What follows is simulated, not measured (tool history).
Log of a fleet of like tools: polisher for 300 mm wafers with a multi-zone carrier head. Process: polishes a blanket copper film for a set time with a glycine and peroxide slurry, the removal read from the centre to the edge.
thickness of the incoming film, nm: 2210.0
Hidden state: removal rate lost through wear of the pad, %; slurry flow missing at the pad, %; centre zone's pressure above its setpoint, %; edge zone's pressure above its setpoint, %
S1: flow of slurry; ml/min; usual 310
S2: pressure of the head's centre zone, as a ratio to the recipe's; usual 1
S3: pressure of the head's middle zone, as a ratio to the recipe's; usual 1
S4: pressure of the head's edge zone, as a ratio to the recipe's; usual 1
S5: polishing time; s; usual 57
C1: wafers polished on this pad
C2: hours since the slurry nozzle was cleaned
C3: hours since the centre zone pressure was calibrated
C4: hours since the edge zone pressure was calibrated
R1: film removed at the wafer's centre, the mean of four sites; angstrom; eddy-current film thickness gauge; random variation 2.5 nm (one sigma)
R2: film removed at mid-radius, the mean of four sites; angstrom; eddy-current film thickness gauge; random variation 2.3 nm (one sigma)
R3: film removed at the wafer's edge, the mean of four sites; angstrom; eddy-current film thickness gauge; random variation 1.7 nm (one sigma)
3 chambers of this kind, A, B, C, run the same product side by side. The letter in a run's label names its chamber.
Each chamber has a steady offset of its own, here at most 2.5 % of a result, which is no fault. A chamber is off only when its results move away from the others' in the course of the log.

| run | hour | S1 | S2 | S3 | S4 | S5 | C1 | C2 | C3 | C4 | R1 | R2 | R3 |
|---|---|---|---|---|---|---|---|---|---|---|---|---|---|
| 1C | 3.9 | 310 | 1 | 1 | 1 | 57 | 447 | 242.5 | 57.5 | 333.9 | 2535.4 | 2560.3 | 2540.1 |
| 2B | 8.4 | 310 | 1 | 1 | 1 | 57 | 1159 | 127.6 | 262 | 472.1 | 2485.2 | 2562.5 | 2547 |
|  | 10.8 | chamber A: worn pad replaced by a new one |
| 3A | 14.5 | 310 | 1 | 1 | 1 | 57 | 59 | 276.9 | 598.9 | 333.5 | 2507.6 | 2521.7 | 2509.6 |
| 4C | 19.2 | 310 | 1 | 1 | 1 | 57 | 690 | 257.8 | 72.8 | 349.2 | 2508 | 2578.9 | 2522.1 |
| 5B | 22.3 | 310 | 1 | 1 | 1 | 57 | 1380 | 141.5 | 275.9 | 486 | 2521.5 | 2527.1 | 2585 |
| 6A | 27.3 | 310 | 1 | 1 | 1 | 57 | 262 | 289.7 | 611.7 | 346.3 | 2475.7 | 2554.2 | 2517.8 |
|  | 29.2 | chamber B: worn pad replaced by a new one |
| 7A | 30.5 | 310 | 1 | 1 | 1 | 57 | 313 | 292.9 | 614.9 | 349.5 | 2479.6 | 2529.1 | 2499.3 |
| 8C | 35.5 | 310 | 1 | 1 | 1 | 57 | 950 | 274.1 | 89.1 | 365.5 | 2546 | 2624.8 | 2534.5 |
|  | 37.8 | chamber A: edge zone pressure recalibrated |
| 9B | 41.8 | 310 | 1 | 1 | 1 | 57 | 201 | 161 | 295.4 | 505.5 | 2521.8 | 2509.9 | 2552.2 |
| 10C | 45.5 | 310 | 1 | 1 | 1 | 57 | 1109 | 284.1 | 99.1 | 375.5 | 2516 | 2593.8 | 2549.9 |
| 11B | 50.8 | 310 | 0.9 | 1 | 1 | 57 | 344 | 170 | 304.4 | 514.5 | 2224.4 | 2534 | 2539.1 |
|  | 55.1 | chamber C: worn pad replaced by a new one |
| 12A | 56.9 | 310 | 0.9 | 1 | 1 | 57 | 734 | 319.3 | 641.3 | 19.1 | 2303.7 | 2487.2 | 2510.7 |
|  | 60.6 | chamber A: worn pad replaced by a new one |
| 13A | 62.7 | 310 | 0.9 | 1 | 1 | 57 | 34 | 325.1 | 647.1 | 24.9 | 2274.8 | 2501.1 | 2502 |
| 14C | 68.1 | 310 | 1 | 1 | 1 | 57 | 208 | 306.7 | 121.7 | 398.1 | 2533 | 2576.1 | 2483.8 |
| 15B | 73.3 | 310 | 1 | 1 | 1 | 57 | 702 | 192.5 | 326.9 | 537 | 2481.2 | 2531.4 | 2549 |
| 16C | 78.4 | 310 | 1 | 1 | 1 | 57 | 372 | 317 | 132 | 408.4 | 2473.1 | 2571.4 | 2552.4 |
| 17A | 82.8 | 310 | 1 | 1 | 1 | 57 | 354 | 345.2 | 667.2 | 45 | 2606.7 | 2481.1 | 2499.1 |
|  | 83 | chamber B: edge zone pressure recalibrated |
|  | 87.5 | chamber C: edge zone pressure recalibrated |
| 18B | 88.6 | 310 | 1 | 1 | 1 | 57 | 946 | 207.8 | 342.2 | 5.7 | 2474 | 2546.6 | 2547.1 |
| 19B | 92.8 | 310 | 1 | 1 | 1 | 57 | 1013 | 212 | 346.4 | 9.9 | 2529.9 | 2536.2 | 2554.9 |
| 20A | 98.8 | 240 | 1 | 1 | 1 | 57 | 609 | 361.2 | 683.2 | 61 | 2507.6 | 2422 | 2444.5 |
| 21C | 101.6 | 240 | 1 | 1 | 1 | 57 | 741 | 340.2 | 155.2 | 14.1 | 2428.9 | 2505.3 | 2473.1 |
|  | 104.2 | chamber B: worn pad replaced by a new one |
| 22C | 106.3 | 240 | 1 | 1 | 1 | 57 | 816 | 344.9 | 159.9 | 18.8 | 2466.8 | 2476.9 | 2480.3 |
|  | 107.2 | chamber B: slurry nozzle cleaned |
| 23B | 110.5 | 310 | 1 | 1.1 | 1 | 71 | 101 | 3.3 | 364.1 | 27.6 | 3098.9 | 3476.4 | 3154.9 |
|  | 112.4 | chamber A: worn pad replaced by a new one |
| 24A | 115.7 | 310 | 1 | 1.1 | 1 | 71 | 52 | 378.1 | 700.1 | 77.9 | 3247.7 | 3428.3 | 3096.8 |
| 25A | 120.4 | 310 | 1 | 1.1 | 1 | 71 | 127 | 382.8 | 704.8 | 82.6 | 3268.9 | 3435.6 | 3105 |
| 26C | 126.1 | 310 | 1 | 1 | 1 | 57 | 1131 | 364.7 | 179.7 | 38.6 | 2547.5 | 2559 | 2528 |
| 27B | 130.8 | 310 | 1 | 1 | 1 | 57 | 424 | 23.6 | 384.4 | 47.9 | 2507.1 | 2538.1 | 2520.4 |

All 3 chambers run these settings next. Forecast each chamber's results:
| 28A | 135.3 | 310 | 1 | 0.93 | 1 | 57 |  |  |  |  | ? | ? | ? |
| 28B | 135.3 | 310 | 1 | 0.93 | 1 | 57 |  |  |  |  | ? | ? | ? |
| 28C | 135.3 | 310 | 1 | 0.93 | 1 | 57 |  |  |  |  | ? | ? | ? |

| run | R1 | R2 | R3 |
|---|---|---|---|
| 28A | 2634.6 | 2343.9 | 2532.6 |
| 28B | 2460.4 | 2360.4 | 2557.6 |
| 28C | 2518.7 | 2396.1 | 2504.6 |
